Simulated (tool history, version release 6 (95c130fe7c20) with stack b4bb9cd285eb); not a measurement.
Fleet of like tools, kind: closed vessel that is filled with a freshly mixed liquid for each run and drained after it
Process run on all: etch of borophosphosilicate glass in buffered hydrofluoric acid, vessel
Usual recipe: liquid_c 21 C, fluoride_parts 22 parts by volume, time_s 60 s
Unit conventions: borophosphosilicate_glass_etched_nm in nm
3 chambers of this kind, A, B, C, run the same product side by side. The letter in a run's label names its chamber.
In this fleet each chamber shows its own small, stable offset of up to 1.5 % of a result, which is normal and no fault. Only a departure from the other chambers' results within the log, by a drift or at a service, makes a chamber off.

run    day  liquid_c  fluoride_parts  time_s  read-back film thickness of the borophosphosilicate glass reference wafer, read on the same gauge (nm)  borophosphosilicate_glass_etched_nm
 1B  0.129        21              22      60                                                                                                  30.008                               44.955
     0.229  -- chamber A: hydrofluoric acid flow meter replaced
 2C  0.258        21              22      60                                                                                                  30.001                               44.522
 3A  0.467        21              22      60                                                                                                  29.997                               45.563
 4C  0.588        21              22      60                                                                                                  29.991                               44.705
 5B  0.721        21              22      60                                                                                                  30.025                               44.939
 6A  0.846      23.5              22      60                                                                                                  29.973                               52.329
 7C  0.983      23.5              22      60                                                                                                  30.018                               51.214
 8B  1.196      23.5              22      60                                                                                                  30.023                               51.885
 9A  1.333        21              22      60                                                                                                  30.001                               45.314
10C  1.454        21              22      60                                                                                                  29.995                               44.642
11B  1.646        21              22      60                                                                                                  29.998                               45.328
12A  1.788        21              22      60                                                                                                  29.995                                45.43
13B  1.983        21              22      35                                                                                                  30.001                               26.598
14C  2.208        21              22      35                                                                                                  29.979                               26.086
15A  2.404        21              22      35                                                                                                  30.013                               26.701
16A  2.617        21              22      60                                                                                                  30.029                               45.228
17B    2.8        21              22      60                                                                                                  30.007                               45.773
18C  2.967        21              22      60                                                                                                  29.977                               44.385
19B  3.133        21              22      60                                                                                                  29.993                               46.121
20A  3.271        21              22      60                                                                                                  30.011                               45.429
21C  3.412        21              22      60                                                                                                  30.009                               44.389
22B  3.529        21              22      85                                                                                                  29.988                               65.001
23A  3.675        21              22      85                                                                                                   29.98                               64.384
24C  3.779        21              22      85                                                                                                  30.001                               62.779
25A  3.967        21              22      60                                                                                                      30                               45.309
26B  4.188        21            13.5      85                                                                                                  30.006                                103.9

Has any chamber moved away from the others, gradually or after a service, or does the common gauge drift, or do the chambers differ only by their own small steady offsets? State the chamber and the most likely cause if one applies.

Chamber B drifts away from the others.
What lies behind it: hydrofluoric acid flow above the setpoint (%) = 4.63.
The log might look much the same if the cause were instead: liquid hotter than its thermometer reads (K).

Here are 4 candidates for chamber B's next run, each the usual settings with a change, their results left as question marks. Which one brings its results back in line with what the others give on the usual settings?
Allowed miss from the other chambers' usual-settings mean, per result, to count as in line: borophosphosilicate_glass_etched_nm 0.5 nm
27B-1  4.35        21            21.5      60                                                                                                                                            ?
27B-2  4.35      21.5              22      60                                                                                                                                            ?
27B-3  4.35        21            22.5      60                                                                                                                                            ?
27B-4  4.35      20.5              22      60                                                                                                                                            ?

The mean the other chambers reach with the usual settings: borophosphosilicate_glass_etched_nm 45.01 nm
  run  borophosphosilicate_glass_etched_nm
27B-1                               47.122
27B-2                               47.707
27B-3                               45.672
27B-4                               45.094
It is 27B-4 that realigns the chamber with its peers.

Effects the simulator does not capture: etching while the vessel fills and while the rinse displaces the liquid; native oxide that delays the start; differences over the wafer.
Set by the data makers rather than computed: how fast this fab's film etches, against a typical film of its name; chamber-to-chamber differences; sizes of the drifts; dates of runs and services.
